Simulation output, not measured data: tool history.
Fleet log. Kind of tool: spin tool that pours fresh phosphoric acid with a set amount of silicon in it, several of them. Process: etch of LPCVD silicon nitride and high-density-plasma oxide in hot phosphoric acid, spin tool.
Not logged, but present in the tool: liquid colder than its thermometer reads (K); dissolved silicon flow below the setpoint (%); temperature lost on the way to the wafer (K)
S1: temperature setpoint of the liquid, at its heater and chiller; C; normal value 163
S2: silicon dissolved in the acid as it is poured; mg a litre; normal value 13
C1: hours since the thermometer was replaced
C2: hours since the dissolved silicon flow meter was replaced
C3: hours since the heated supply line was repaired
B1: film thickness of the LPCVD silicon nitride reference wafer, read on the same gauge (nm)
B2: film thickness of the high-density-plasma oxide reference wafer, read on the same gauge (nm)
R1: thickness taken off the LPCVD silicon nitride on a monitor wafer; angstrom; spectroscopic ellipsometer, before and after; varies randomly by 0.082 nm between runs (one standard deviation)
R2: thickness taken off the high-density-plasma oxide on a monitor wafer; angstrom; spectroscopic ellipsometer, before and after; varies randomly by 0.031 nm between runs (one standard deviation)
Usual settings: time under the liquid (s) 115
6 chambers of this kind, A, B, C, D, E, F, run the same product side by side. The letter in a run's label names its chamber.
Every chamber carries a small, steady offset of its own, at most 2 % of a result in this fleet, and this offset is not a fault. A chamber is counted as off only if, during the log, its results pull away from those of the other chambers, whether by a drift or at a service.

Run 1D, hour 7.6: usual settings; C1 223.8; C2 148.9; C3 1805.4; B1 130; B2 119.99. Result: R1 104.68 angstrom, R2 5.6187 angstrom.
Run 2F, hour 16.1: usual settings; C1 683.4; C2 895.1; C3 3186.5; B1 130.03; B2 119.99. Result: R1 104.93 angstrom, R2 5.3237 angstrom.
Run 3E, hour 24.8: usual settings; C1 106.1; C2 653.1; C3 3085.3; B1 130.05; B2 120.04. Result: R1 107.38 angstrom, R2 5.4509 angstrom.
Run 4A, hour 28.8: usual settings; C1 772.5; C2 1019; C3 732.6; B1 129.96; B2 120. Result: R1 104.71 angstrom, R2 5.0821 angstrom.
Run 5C, hour 37.5: usual settings; C1 822.4; C2 564.7; C3 2161.2; B1 129.98; B2 120. Result: R1 107.1 angstrom, R2 5.4923 angstrom.
Run 6B, hour 44: usual settings; C1 1266.7; C2 870.3; C3 983.9; B1 130.02; B2 119.98. Result: R1 103.73 angstrom, R2 5.3605 angstrom.
Run 7A, hour 48.3: usual settings but S2 8.5 mg a litre; C1 792; C2 1038.5; C3 752.1; B1 130.01; B2 120.01. Result: R1 103.48 angstrom, R2 6.0918 angstrom.
Run 8D, hour 55.2: usual settings but S2 8.5 mg a litre; C1 271.4; C2 196.5; C3 1853; B1 130.01; B2 120. Result: R1 106.17 angstrom, R2 6.2204 angstrom.
Run 9C, hour 60: usual settings but S2 8.5 mg a litre; C1 844.9; C2 587.2; C3 2183.7; B1 129.95; B2 120.01. Result: R1 107.17 angstrom, R2 6.4107 angstrom.
Run 10E, hour 67.7: usual settings but S2 8.5 mg a litre; C1 149; C2 696; C3 3128.2; B1 129.99; B2 120. Result: R1 108.4 angstrom, R2 6.4928 angstrom.
Run 11F, hour 74.5: usual settings but S2 8.5 mg a litre; C1 741.8; C2 953.5; C3 3244.9; B1 130.02; B2 120.01. Result: R1 106.33 angstrom, R2 5.9538 angstrom.
Run 12B, hour 82.5: usual settings but S2 8.5 mg a litre; C1 1305.2; C2 908.8; C3 1022.4; B1 129.98; B2 119.98. Result: R1 107.08 angstrom, R2 5.7486 angstrom.
Run 13B, hour 90.2: usual settings; C1 1312.9; C2 916.5; C3 1030.1; B1 129.99; B2 119.99. Result: R1 105.05 angstrom, R2 5.8135 angstrom.
At hour 95.4: chamber E: dissolved silicon flow meter replaced.
Run 14D, hour 96.3: usual settings; C1 312.5; C2 237.6; C3 1894.1; B1 130.03; B2 119.99. Result: R1 105.39 angstrom, R2 4.6404 angstrom.
Run 15A, hour 100.4: usual settings; C1 844.1; C2 1090.6; C3 804.2; B1 130.03; B2 120. Result: R1 104.26 angstrom, R2 5.5048 angstrom.
Run 16F, hour 107.8: usual settings; C1 775.1; C2 986.8; C3 3278.2; B1 130; B2 120.02. Result: R1 104.26 angstrom, R2 4.8635 angstrom.
Run 17C, hour 112.3: usual settings; C1 897.2; C2 639.5; C3 2236; B1 130.05; B2 119.98. Result: R1 106.07 angstrom, R2 5.4087 angstrom.
Run 18E, hour 118.2: usual settings; C1 199.5; C2 22.8; C3 3178.7; B1 129.98; B2 120.02. Result: R1 107.33 angstrom, R2 5.5439 angstrom.
Run 19C, hour 124.9: usual settings; C1 909.8; C2 652.1; C3 2248.6; B1 129.98; B2 120.01. Result: R1 106.76 angstrom, R2 5.1393 angstrom.
Run 20E, hour 132.6: usual settings but S1 165 C; C1 213.9; C2 37.2; C3 3193.1; B1 129.97; B2 119.98. Result: R1 114.1 angstrom, R2 6.4762 angstrom.
Run 21A, hour 138.1: usual settings but S1 165 C; C1 881.8; C2 1128.3; C3 841.9; B1 130.01; B2 120.01. Result: R1 112.76 angstrom, R2 6.6109 angstrom.
Run 22D, hour 142.9: usual settings but S1 165 C; C1 359.1; C2 284.2; C3 1940.7; B1 130.01; B2 119.98. Result: R1 113.34 angstrom, R2 6.1707 angstrom.
Run 23B, hour 152.2: usual settings but S1 165 C; C1 1374.9; C2 978.5; C3 1092.1; B1 130; B2 120. Result: R1 112.34 angstrom, R2 5.7227 angstrom.
Run 24F, hour 160.3: usual settings but S1 165 C; C1 827.6; C2 1039.3; C3 3330.7; B1 130.02; B2 120. Result: R1 112.6 angstrom, R2 6.8022 angstrom.
Run 25A, hour 168.8: usual settings but S1 165 C; C1 912.5; C2 1159; C3 872.6; B1 129.97; B2 120. Result: R1 110.33 angstrom, R2 6.3701 angstrom.
Run 26F, hour 175.1: usual settings; C1 842.4; C2 1054.1; C3 3345.5; B1 129.98; B2 119.98. Result: R1 105.11 angstrom, R2 5.5398 angstrom.
Run 27D, hour 181.1: usual settings; C1 397.3; C2 322.4; C3 1978.9; B1 130.02; B2 120.02. Result: R1 106.35 angstrom, R2 5.6428 angstrom.
Run 28C, hour 186.6: usual settings; C1 971.5; C2 713.8; C3 2310.3; B1 129.96; B2 120.01. Result: R1 105.88 angstrom, R2 5.5282 angstrom.
Run 29E, hour 194.1: usual settings; C1 275.4; C2 98.7; C3 3254.6; B1 130.02; B2 120.01. Result: R1 106.88 angstrom, R2 5.3473 angstrom.
At hour 198.3: chamber F: heated supply line repaired.
Run 30B, hour 200.7: usual settings; C1 1423.4; C2 1027; C3 1140.6; B1 130; B2 120. Result: R1 105.66 angstrom, R2 5.4318 angstrom.
Run 31A, hour 204.8: usual settings; C1 948.5; C2 1195; C3 908.6; B1 130.01; B2 120. Result: R1 103.44 angstrom, R2 5.0717 angstrom.
Run 32D, hour 211.8: usual settings but S1 165 C; C1 428; C2 353.1; C3 2009.6; B1 130; B2 120.01. Result: R1 114.58 angstrom, R2 6.0104 angstrom.
Run 33B, hour 220.2: usual settings but S1 165 C; C1 1442.9; C2 1046.5; C3 1160.1; B1 129.96; B2 120. Result: R1 113.75 angstrom, R2 5.566 angstrom.
Run 34F, hour 226.3: usual settings but S1 165 C; C1 893.6; C2 1105.3; C3 28.1; B1 130.01; B2 119.98. Result: R1 112.7 angstrom, R2 6.1816 angstrom.
Run 35E, hour 230.8: usual settings but S1 165 C; C1 312.1; C2 135.4; C3 3291.3; B1 130.02; B2 120.02. Result: R1 112.94 angstrom, R2 6.4653 angstrom.
Run 36C, hour 239.3: usual settings but S1 165 C; C1 1024.2; C2 766.5; C3 2363; B1 130; B2 120.01. Result: R1 115.65 angstrom, R2 6.877 angstrom.
Run 37D, hour 243.8: usual settings but S1 165 C; C1 460; C2 385.1; C3 2041.6; B1 130.01; B2 120.02. Result: R1 114.18 angstrom, R2 6.1925 angstrom.

Each of the 6 chambers runs these same settings next. Fill in every chamber's results:
Run 38A, hour 250.5: usual settings. Result: R1 ?, R2 ?.
Run 38B, hour 250.5: usual settings. Result: R1 ?, R2 ?.
Run 38C, hour 250.5: usual settings. Result: R1 ?, R2 ?.
Run 38D, hour 250.5: usual settings. Result: R1 ?, R2 ?.
Run 38E, hour 250.5: usual settings. Result: R1 ?, R2 ?.
Run 38F, hour 250.5: usual settings. Result: R1 ?, R2 ?.

run      R1      R2
38A  104.19  4.6943
38B  105.13  5.1648
38C  106.37  5.4453
38D  105.71   5.227
38E  106.33  5.2587
38F  105.71  5.1945
